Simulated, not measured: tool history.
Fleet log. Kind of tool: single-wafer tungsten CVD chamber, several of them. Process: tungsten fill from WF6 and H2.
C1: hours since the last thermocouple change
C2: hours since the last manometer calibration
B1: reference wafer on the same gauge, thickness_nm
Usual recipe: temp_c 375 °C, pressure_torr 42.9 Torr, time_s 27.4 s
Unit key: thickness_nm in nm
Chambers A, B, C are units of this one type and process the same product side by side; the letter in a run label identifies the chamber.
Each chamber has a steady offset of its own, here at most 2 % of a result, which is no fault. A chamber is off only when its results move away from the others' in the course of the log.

run 1A hour=12.4 | temp_c=375 pressure_torr=42.9 time_s=27.4 | C1=798.9 C2=884.4 | B1=49.920 | thickness_nm=57.832
run 2B hour=22.5 | temp_c=375 pressure_torr=42.9 time_s=27.4 | C1=369.9 C2=470.2 | B1=49.873 | thickness_nm=56.813
run 3C hour=35.3 | temp_c=375 pressure_torr=42.9 time_s=27.4 | C1=89.4 C2=2144.1 | B1=49.901 | thickness_nm=57.929
run 4C hour=47.4 | temp_c=375 pressure_torr=42.9 time_s=27.4 | C1=101.5 C2=2156.2 | B1=49.889 | thickness_nm=57.745
run 5A hour=62.9 | temp_c=375 pressure_torr=42.9 time_s=27.4 | C1=849.4 C2=934.9 | B1=49.871 | thickness_nm=57.764
run 6B hour=78.2 | temp_c=375 pressure_torr=42.9 time_s=27.4 | C1=425.6 C2=525.9 | B1=49.878 | thickness_nm=57.058
run 7C hour=92.3 | temp_c=375 pressure_torr=42.9 time_s=27.4 | C1=146.4 C2=2201.1 | B1=49.874 | thickness_nm=57.860
run 8B hour=102.4 | temp_c=375 pressure_torr=42.9 time_s=27.4 | C1=449.8 C2=550.1 | B1=49.920 | thickness_nm=56.947
run 9A hour=115.4 | temp_c=375 pressure_torr=42.9 time_s=27.4 | C1=901.9 C2=987.4 | B1=49.935 | thickness_nm=57.341
run 10A hour=131.3 | temp_c=375 pressure_torr=50.7 time_s=29.5 | C1=917.8 C2=1003.3 | B1=49.896 | thickness_nm=66.905
run 11C hour=147.0 | temp_c=375 pressure_torr=50.7 time_s=29.5 | C1=201.1 C2=2255.8 | B1=49.908 | thickness_nm=66.813
run 12B hour=161.2 | temp_c=375 pressure_torr=50.7 time_s=29.5 | C1=508.6 C2=608.9 | B1=49.869 | thickness_nm=66.251
run 13A hour=172.9 | temp_c=375 pressure_torr=42.9 time_s=27.4 | C1=959.4 C2=1044.9 | B1=49.929 | thickness_nm=57.139
run 14B hour=187.8 | temp_c=375 pressure_torr=42.9 time_s=27.4 | C1=535.2 C2=635.5 | B1=49.904 | thickness_nm=56.873
run 15C hour=198.5 | temp_c=375 pressure_torr=42.9 time_s=27.4 | C1=252.6 C2=2307.3 | B1=49.893 | thickness_nm=57.608
run 16A hour=209.2 | temp_c=375 pressure_torr=42.9 time_s=27.4 | C1=995.7 C2=1081.2 | B1=49.881 | thickness_nm=56.203
run 17B hour=218.9 | temp_c=375 pressure_torr=42.9 time_s=27.4 | C1=566.3 C2=666.6 | B1=49.936 | thickness_nm=56.826
run 18C hour=230.6 | temp_c=375 pressure_torr=42.9 time_s=27.4 | C1=284.7 C2=2339.4 | B1=49.893 | thickness_nm=58.106
run 19C hour=243.2 | temp_c=375 pressure_torr=42.9 time_s=27.4 | C1=297.3 C2=2352.0 | B1=49.899 | thickness_nm=57.654
run 20B hour=256.6 | temp_c=389 pressure_torr=42.9 time_s=25.7 | C1=604.0 C2=704.3 | B1=49.894 | thickness_nm=70.877
run 21A hour=264.3 | temp_c=389 pressure_torr=42.9 time_s=25.7 | C1=1050.8 C2=1136.3 | B1=49.859 | thickness_nm=69.198
-- hour=273.2 chamber C: capacitance manometer re-zeroed and calibrated
run 22A hour=276.6 | temp_c=389 pressure_torr=42.9 time_s=25.7 | C1=1063.1 C2=1148.6 | B1=49.858 | thickness_nm=69.534
run 23B hour=286.2 | temp_c=375 pressure_torr=42.9 time_s=25.7 | C1=633.6 C2=733.9 | B1=49.854 | thickness_nm=53.447
run 24C hour=296.1 | temp_c=375 pressure_torr=42.9 time_s=25.7 | C1=350.2 C2=23.0 | B1=49.856 | thickness_nm=53.987
run 25B hour=311.8 | temp_c=375 pressure_torr=42.9 time_s=25.7 | C1=659.2 C2=759.5 | B1=49.919 | thickness_nm=53.425
run 26C hour=318.9 | temp_c=375 pressure_torr=34.8 time_s=27.4 | C1=373.0 C2=45.8 | B1=49.885 | thickness_nm=52.453
run 27A hour=326.3 | temp_c=375 pressure_torr=34.8 time_s=27.4 | C1=1112.8 C2=1198.3 | B1=49.957 | thickness_nm=50.399
run 28B hour=338.0 | temp_c=375 pressure_torr=34.8 time_s=27.4 | C1=685.4 C2=785.7 | B1=49.906 | thickness_nm=51.486
run 29A hour=352.1 | temp_c=375 pressure_torr=42.9 time_s=27.4 | C1=1138.6 C2=1224.1 | B1=49.939 | thickness_nm=55.165
run 30C hour=366.0 | temp_c=375 pressure_torr=42.9 time_s=27.4 | C1=420.1 C2=92.9 | B1=49.928 | thickness_nm=57.608
run 31C hour=373.0 | temp_c=375 pressure_torr=42.9 time_s=27.4 | C1=427.1 C2=99.9 | B1=49.894 | thickness_nm=57.791

Which is it: a chamber that has drifted or been left off by a service, a gauge drift common to all chambers, or only each chamber's usual small offset? If a chamber is off, name it and its likeliest cause.

Chamber A drifts away from the others.
Cause: wafer temperature below the value expected at the setpoint (K) = 2.39.

Here are 4 candidates for chamber A's next run, each the usual settings with a change, their results left as question marks. Which one brings its results back in line with what the others give on the usual settings?
A result is in line if it is within this distance of the other chambers' mean on the usual settings: thickness_nm 0.710 nm
run 32A-1 hour=384.4 | temp_c=375 pressure_torr=41.5 time_s=27.4 | thickness_nm=?
run 32A-2 hour=384.4 | temp_c=373 pressure_torr=42.4 time_s=27.4 | thickness_nm=?
run 32A-3 hour=384.4 | temp_c=377 pressure_torr=42.9 time_s=27.4 | thickness_nm=?
run 32A-4 hour=384.4 | temp_c=375 pressure_torr=43.3 time_s=27.7 | thickness_nm=?

Mean of the other chambers on the usual settings: thickness_nm 57.332 nm
run=32A-1 thickness_nm=54.105
run=32A-2 thickness_nm=52.439
run=32A-3 thickness_nm=57.246
run=32A-4 thickness_nm=55.791
The right change is 32A-3: it brings the chamber back within the allowed miss of the others.
